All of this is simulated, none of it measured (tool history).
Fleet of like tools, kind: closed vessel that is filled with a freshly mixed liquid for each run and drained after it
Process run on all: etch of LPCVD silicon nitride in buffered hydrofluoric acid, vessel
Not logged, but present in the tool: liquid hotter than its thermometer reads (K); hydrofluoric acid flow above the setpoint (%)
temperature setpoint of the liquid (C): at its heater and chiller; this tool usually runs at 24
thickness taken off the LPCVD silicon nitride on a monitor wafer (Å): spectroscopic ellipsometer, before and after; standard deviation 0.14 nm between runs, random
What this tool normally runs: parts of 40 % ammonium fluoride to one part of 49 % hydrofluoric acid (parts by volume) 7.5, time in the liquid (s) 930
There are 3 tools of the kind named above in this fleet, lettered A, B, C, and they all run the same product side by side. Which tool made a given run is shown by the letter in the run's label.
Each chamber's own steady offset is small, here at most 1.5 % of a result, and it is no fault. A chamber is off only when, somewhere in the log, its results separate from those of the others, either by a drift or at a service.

run	hour	temperature setpoint of the liquid (C)	parts of 40 % ammonium fluoride to one part of 49 % hydrofluoric acid (parts by volume)	time in the liquid (s)	hours since the thermometer was replaced	hours since the hydrofluoric acid flow meter was replaced	read-back film thickness of the LPCVD silicon nitride reference wafer, read on the same gauge (nm)	thickness taken off the LPCVD silicon nitride on a monitor wafer (Å)
1C	13.5	24	7.5	930	137.9	408.3	69.991	165.66
2B	25.9	24	7.5	930	192.9	1869.2	69.979	165.66
3A	32.8	24	7.5	930	871.8	475.6	69.979	164.1
4B	40.1	24	7.5	930	207.1	1883.4	69.998	166.45
5A	49.3	24	7.5	1325	888.3	492.1	69.999	236.02
6C	56.3	24	7.5	1325	180.7	451.1	70.012	239.36
7B	68.5	24	7.5	1325	235.5	1911.8	69.991	237.06
8C	81.4	24	7.5	930	205.8	476.2	70.008	168.4
9A	91.9	24	7.5	930	930.9	534.7	70.002	165.88
10A	101.4	24	7.5	930	940.4	544.2	69.997	166.23
11C	110.2	24	7.5	930	234.6	505	69.996	166.86
12B	120.2	24	7.5	930	287.2	1963.5	69.994	165
13A	134.4	24	7.5	930	973.4	577.2	69.992	162.13
14B	144.7	24	7.5	930	311.7	1988	70.002	166.63
15C	153.2	24	7.5	930	277.6	548	69.994	166.47
16C	166.1	24	7.5	930	290.5	560.9	69.989	169.22
17B	174.2	24	7.5	930	341.2	2017.5	69.997	166.65
18A	181.8	24	7.5	490	1020.8	624.6	70.017	87.495
19B	192.1	24	7.5	490	359.1	2035.4	70.017	87.777
20A	206.3	24	7.5	490	1045.3	649.1	69.989	85.974
21C	216	24	7.5	930	340.4	610.8	69.999	166.22
22A	225.8	24	7.5	930	1064.8	668.6	70.004	165.02
23B	236.6	24	7.5	930	403.6	2079.9	69.991	163.68
24C	245.8	24	7.5	930	370.2	640.6	70.01	167.87
25C	255.1	24	7.5	930	379.5	649.9	69.983	166.5
# hour 265.3: chamber B: hydrofluoric acid flow meter replaced
26A	267.5	24	7.5	930	1106.5	710.3	70.009	163.58
27B	275.6	28.5	7.5	470	442.6	10.3	70.015	107.2
28C	287.3	28.5	7.5	470	411.7	682.1	69.996	107.24

All 3 chambers run these settings next. Forecast each chamber's results:
29A	298	24	7.5	1150				?
29B	298	24	7.5	1150				?
29C	298	24	7.5	1150				?

run	thickness taken off the LPCVD silicon nitride on a monitor wafer (Å)
29A	204.54
29B	207.02
29C	208.64

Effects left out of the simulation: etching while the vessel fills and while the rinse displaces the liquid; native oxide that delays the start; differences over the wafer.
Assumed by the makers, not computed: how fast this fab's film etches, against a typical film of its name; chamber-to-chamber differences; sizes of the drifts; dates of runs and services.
